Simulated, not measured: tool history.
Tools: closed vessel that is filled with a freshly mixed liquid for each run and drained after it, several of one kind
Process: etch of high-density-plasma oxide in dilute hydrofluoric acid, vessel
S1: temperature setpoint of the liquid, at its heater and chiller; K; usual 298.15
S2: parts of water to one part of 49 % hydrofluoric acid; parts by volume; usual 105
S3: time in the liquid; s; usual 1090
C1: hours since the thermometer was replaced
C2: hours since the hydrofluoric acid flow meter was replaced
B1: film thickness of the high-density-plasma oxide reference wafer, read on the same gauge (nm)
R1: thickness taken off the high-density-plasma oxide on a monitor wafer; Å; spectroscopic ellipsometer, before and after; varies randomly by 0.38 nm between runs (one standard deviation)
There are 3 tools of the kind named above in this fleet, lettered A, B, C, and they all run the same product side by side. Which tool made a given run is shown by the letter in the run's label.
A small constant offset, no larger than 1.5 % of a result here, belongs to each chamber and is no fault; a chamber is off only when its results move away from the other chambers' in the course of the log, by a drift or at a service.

run 1C hour=14 | S1=298.15 S2=105 S3=1090 | C1=181 C2=410.6 | B1=49.986 | R1=542.29
run 2A hour=23.9 | S1=298.15 S2=105 S3=1090 | C1=876.4 C2=733.3 | B1=50.031 | R1=543.8
run 3B hour=33.2 | S1=298.15 S2=105 S3=1090 | C1=1347.8 C2=353.1 | B1=49.949 | R1=553.23
run 4C hour=43.9 | S1=298.15 S2=105 S3=1090 | C1=210.9 C2=440.5 | B1=50.015 | R1=543.33
run 5A hour=57 | S1=298.15 S2=105 S3=1090 | C1=909.5 C2=766.4 | B1=50.024 | R1=548.12
run 6B hour=64.6 | S1=300.65 S2=130 S3=1090 | C1=1379.2 C2=384.5 | B1=49.97 | R1=471.12
run 7C hour=79 | S1=300.65 S2=130 S3=1090 | C1=246 C2=475.6 | B1=49.998 | R1=472.23
run 8B hour=91.1 | S1=300.65 S2=130 S3=1090 | C1=1405.7 C2=411 | B1=49.974 | R1=475.13
run 9A hour=98 | S1=296.15 S2=105 S3=895 | C1=950.5 C2=807.4 | B1=50.036 | R1=413.13
run 10A hour=108.7 | S1=296.15 S2=105 S3=895 | C1=961.2 C2=818.1 | B1=50.019 | R1=415.77
run 11B hour=122.2 | S1=296.15 S2=105 S3=895 | C1=1436.8 C2=442.1 | B1=49.986 | R1=412.42
run 12C hour=132.7 | S1=298.15 S2=105 S3=1090 | C1=299.7 C2=529.3 | B1=49.991 | R1=545.92
run 13A hour=141.6 | S1=298.15 S2=105 S3=1090 | C1=994.1 C2=851 | B1=49.998 | R1=555.37
run 14B hour=149.7 | S1=298.15 S2=105 S3=1090 | C1=1464.3 C2=469.6 | B1=49.996 | R1=534.67
run 15C hour=160.7 | S1=298.15 S2=105 S3=1090 | C1=327.7 C2=557.3 | B1=50.011 | R1=548.41
run 16C hour=171.7 | S1=298.15 S2=105 S3=1090 | C1=338.7 C2=568.3 | B1=49.999 | R1=545.89
run 17B hour=182.1 | S1=298.15 S2=105 S3=1090 | C1=1496.7 C2=502 | B1=50.006 | R1=526.34
run 18A hour=194.3 | S1=298.15 S2=105 S3=1090 | C1=1046.8 C2=903.7 | B1=49.999 | R1=550.26
run 19C hour=203.4 | S1=298.15 S2=105 S3=1090 | C1=370.4 C2=600 | B1=49.991 | R1=545.3
run 20A hour=212.2 | S1=300.65 S2=105 S3=1090 | C1=1064.7 C2=921.6 | B1=50.013 | R1=613.58
run 21B hour=223.2 | S1=300.65 S2=105 S3=1090 | C1=1537.8 C2=543.1 | B1=49.976 | R1=564.9
run 22C hour=233.4 | S1=300.65 S2=105 S3=1090 | C1=400.4 C2=630 | B1=50.009 | R1=602
run 23A hour=239.8 | S1=298.15 S2=105 S3=1090 | C1=1092.3 C2=949.2 | B1=49.992 | R1=548.16
run 24B hour=247.2 | S1=298.15 S2=105 S3=1090 | C1=1561.8 C2=567.1 | B1=50.01 | R1=501.73

Next, all 3 chambers run the settings below, one line each with question marks for the results. What does each chamber give?
run 25A hour=257.8 | S1=298.15 S2=105 S3=1090 | R1=?
run 25B hour=257.8 | S1=298.15 S2=105 S3=1090 | R1=?
run 25C hour=257.8 | S1=298.15 S2=105 S3=1090 | R1=?

run=25A R1=549.45
run=25B R1=503.22
run=25C R1=543.2

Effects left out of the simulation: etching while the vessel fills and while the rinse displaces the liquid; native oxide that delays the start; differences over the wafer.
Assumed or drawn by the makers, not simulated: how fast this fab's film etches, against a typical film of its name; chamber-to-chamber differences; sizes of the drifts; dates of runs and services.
